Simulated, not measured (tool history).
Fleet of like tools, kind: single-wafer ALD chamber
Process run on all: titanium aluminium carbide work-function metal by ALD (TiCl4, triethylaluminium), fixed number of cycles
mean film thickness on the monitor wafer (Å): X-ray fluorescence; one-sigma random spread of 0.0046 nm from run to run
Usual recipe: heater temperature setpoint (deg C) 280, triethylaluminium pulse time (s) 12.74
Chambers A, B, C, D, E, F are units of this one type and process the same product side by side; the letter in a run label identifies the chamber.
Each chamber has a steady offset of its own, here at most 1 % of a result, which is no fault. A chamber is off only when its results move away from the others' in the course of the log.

| run | hour | heater temperature setpoint (deg C) | triethylaluminium pulse time (s) | read-back reference wafer on the same gauge, thickness_nm | mean film thickness on the monitor wafer (Å) |
|---|---|---|---|---|---|
| 1C | 9.8 | 280 | 12.74 | 1.6797 | 18.605 |
|  | 14.5 | chamber D: triethylaluminium bottle replaced |
| 2A | 19.3 | 280 | 12.74 | 1.6803 | 18.469 |
| 3D | 24.0 | 280 | 12.74 | 1.6807 | 18.608 |
| 4B | 30.9 | 280 | 12.74 | 1.6800 | 18.589 |
| 5E | 40.3 | 280 | 12.74 | 1.6794 | 18.599 |
| 6F | 45.9 | 280 | 12.74 | 1.6807 | 18.683 |
| 7F | 53.8 | 280 | 12.74 | 1.6799 | 18.647 |
| 8A | 63.7 | 280 | 12.74 | 1.6802 | 18.613 |
| 9E | 69.4 | 280 | 12.74 | 1.6802 | 18.641 |
| 10D | 75.5 | 280 | 12.74 | 1.6801 | 18.534 |
| 11B | 79.9 | 280 | 12.74 | 1.6795 | 18.503 |
|  | 86.0 | chamber D: thermocouple changed; heater temperature recalibrated |
| 12C | 88.5 | 280 | 12.74 | 1.6804 | 18.556 |
| 13B | 96.8 | 280 | 12.74 | 1.6793 | 18.477 |
| 14E | 106.5 | 280 | 12.74 | 1.6803 | 18.603 |
| 15D | 114.9 | 280 | 12.74 | 1.6800 | 18.586 |
| 16C | 119.5 | 280 | 12.74 | 1.6788 | 18.589 |
| 17A | 129.6 | 280 | 12.74 | 1.6797 | 18.500 |
| 18F | 139.5 | 280 | 12.74 | 1.6794 | 18.706 |
| 19E | 144.0 | 280 | 16.35 | 1.6787 | 18.890 |
| 20A | 153.1 | 280 | 16.35 | 1.6802 | 18.737 |
| 21D | 159.8 | 280 | 16.35 | 1.6802 | 18.765 |
| 22C | 167.1 | 280 | 16.35 | 1.6796 | 18.782 |
| 23B | 172.2 | 280 | 16.35 | 1.6797 | 18.620 |
|  | 173.4 | chamber A: thermocouple changed; heater temperature recalibrated |
| 24F | 182.2 | 280 | 16.35 | 1.6799 | 18.803 |
| 25C | 186.9 | 280 | 12.74 | 1.6801 | 18.593 |
|  | 193.5 | chamber B: triethylaluminium bottle replaced |
| 26D | 196.7 | 280 | 12.74 | 1.6791 | 18.601 |
|  | 206.2 | chamber C: triethylaluminium bottle replaced |
| 27F | 206.3 | 272 | 12.74 | 1.6802 | 17.983 |
| 28B | 211.4 | 272 | 12.74 | 1.6806 | 17.828 |
| 29A | 219.8 | 272 | 12.74 | 1.6797 | 17.774 |
| 30E | 228.2 | 272 | 12.74 | 1.6796 | 17.999 |
| 31D | 233.1 | 272 | 12.74 | 1.6794 | 17.895 |
| 32B | 239.6 | 272 | 12.74 | 1.6804 | 17.773 |
| 33C | 247.6 | 280 | 12.74 | 1.6799 | 18.591 |
|  | 250.1 | chamber E: triethylaluminium bottle replaced |
| 34E | 257.1 | 280 | 12.74 | 1.6795 | 18.614 |
| 35A | 262.5 | 286 | 12.74 | 1.6796 | 18.997 |
| 36F | 269.5 | 286 | 12.74 | 1.6806 | 19.191 |
| 37A | 274.4 | 286 | 12.74 | 1.6798 | 18.895 |
| 38D | 284.5 | 286 | 12.74 | 1.6800 | 19.058 |
| 39F | 294.4 | 286 | 12.74 | 1.6806 | 19.157 |
| 40C | 303.3 | 286 | 12.74 | 1.6789 | 19.151 |
| 41B | 309.9 | 287 | 14.66 | 1.6795 | 19.195 |
| 42E | 316.4 | 287 | 14.66 | 1.6795 | 19.427 |
| 43D | 326.3 | 287 | 14.66 | 1.6794 | 19.279 |

Next, every chamber runs the same settings. What will each give?
| 44A | 333.6 | 280 | 12.74 |  | ? |
| 44B | 333.6 | 280 | 12.74 |  | ? |
| 44C | 333.6 | 280 | 12.74 |  | ? |
| 44D | 333.6 | 280 | 12.74 |  | ? |
| 44E | 333.6 | 280 | 12.74 |  | ? |
| 44F | 333.6 | 280 | 12.74 |  | ? |

| run | mean film thickness on the monitor wafer (Å) |
|---|---|
| 44A | 18.412 |
| 44B | 18.567 |
| 44C | 18.583 |
| 44D | 18.640 |
| 44E | 18.725 |
| 44F | 18.724 |

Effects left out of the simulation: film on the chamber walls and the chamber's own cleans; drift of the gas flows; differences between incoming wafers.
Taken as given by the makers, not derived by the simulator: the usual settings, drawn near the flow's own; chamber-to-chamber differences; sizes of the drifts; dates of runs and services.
